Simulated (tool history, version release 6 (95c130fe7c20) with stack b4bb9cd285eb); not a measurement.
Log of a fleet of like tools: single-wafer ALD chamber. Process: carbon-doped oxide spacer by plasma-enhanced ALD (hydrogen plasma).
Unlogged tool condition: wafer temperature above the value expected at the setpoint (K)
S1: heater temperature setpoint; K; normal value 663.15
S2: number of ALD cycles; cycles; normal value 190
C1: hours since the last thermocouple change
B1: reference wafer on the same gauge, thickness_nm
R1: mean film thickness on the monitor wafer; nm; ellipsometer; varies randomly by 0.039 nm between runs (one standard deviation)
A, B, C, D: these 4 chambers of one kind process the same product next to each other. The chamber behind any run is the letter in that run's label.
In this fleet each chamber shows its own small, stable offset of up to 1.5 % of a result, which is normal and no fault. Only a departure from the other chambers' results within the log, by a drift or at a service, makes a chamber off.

run	day	S1	S2	C1	B1	R1
1B	0.167	663.15	190	464.0	10.173	9.5769
2D	0.479	663.15	190	664.3	10.177	9.5675
3C	0.629	663.15	190	282.4	10.183	9.4996
4A	0.812	663.15	190	648.9	10.190	9.4252
5D	1.075	663.15	190	678.6	10.168	9.5228
6B	1.271	663.15	190	490.5	10.173	9.5805
7C	1.446	663.15	190	302.0	10.184	9.5414
8A	1.596	663.15	190	667.7	10.182	9.3636
9D	1.883	663.15	190	698.0	10.174	9.5563
10A	2.154	663.15	190	681.1	10.174	9.3617
11C	2.367	649.15	190	324.1	10.182	9.5686
12B	2.608	649.15	190	522.6	10.172	9.5546
13A	2.896	649.15	190	698.9	10.171	9.4042
14D	3.054	649.15	190	726.1	10.173	9.5546
15B	3.312	663.15	190	539.5	10.177	9.5598
16C	3.546	658.15	157	352.4	10.176	7.9311
17C	3.775	658.15	157	357.9	10.172	7.9030
18B	4.017	658.15	157	556.4	10.190	7.8727
19D	4.217	658.15	157	754.0	10.188	7.9011
20A	4.538	663.15	190	738.3	10.166	9.3769
21C	4.808	663.15	190	382.7	10.184	9.5489
22A	5.088	663.15	190	751.5	10.181	9.3756
23D	5.325	663.15	190	780.6	10.171	9.5671
24B	5.629	663.15	190	595.1	10.181	9.5039
25A	5.954	663.15	190	772.3	10.180	9.3839
26B	6.179	663.15	190	608.3	10.180	9.5714
27D	6.383	663.15	190	806.0	10.169	9.5797
28C	6.696	663.15	190	428.0	10.177	9.6402
29D	6.958	663.15	190	819.8	10.186	9.5617
30A	7.204	663.15	190	802.3	10.184	9.3064
31B	7.396	663.15	190	637.5	10.171	9.6080
32C	7.700	673.15	219	452.1	10.190	10.9760
33B	7.879	673.15	219	649.1	10.181	11.0220
34C	8.112	673.15	219	462.0	10.182	11.0600
35A	8.271	673.15	219	827.9	10.175	10.8130
36D	8.558	663.15	190	858.2	10.178	9.5536
37C	8.796	668.15	172	478.4	10.187	8.6851
38A	9.083	668.15	172	847.4	10.174	8.4328
39B	9.312	668.15	172	683.5	10.187	8.6235
40D	9.554	668.15	172	882.1	10.181	8.6470
41A	9.825	663.15	190	865.2	10.173	9.3706
42D	10.021	670.15	190	893.3	10.175	9.5993

For the next run the whole fleet of 4 chambers uses the same settings. Give each chamber's results:
43A	10.267	672.15	190			?
43B	10.267	672.15	190			?
43C	10.267	672.15	190			?
43D	10.267	672.15	190			?

run	R1
43A	9.3911
43B	9.5355
43C	9.5529
43D	9.5476
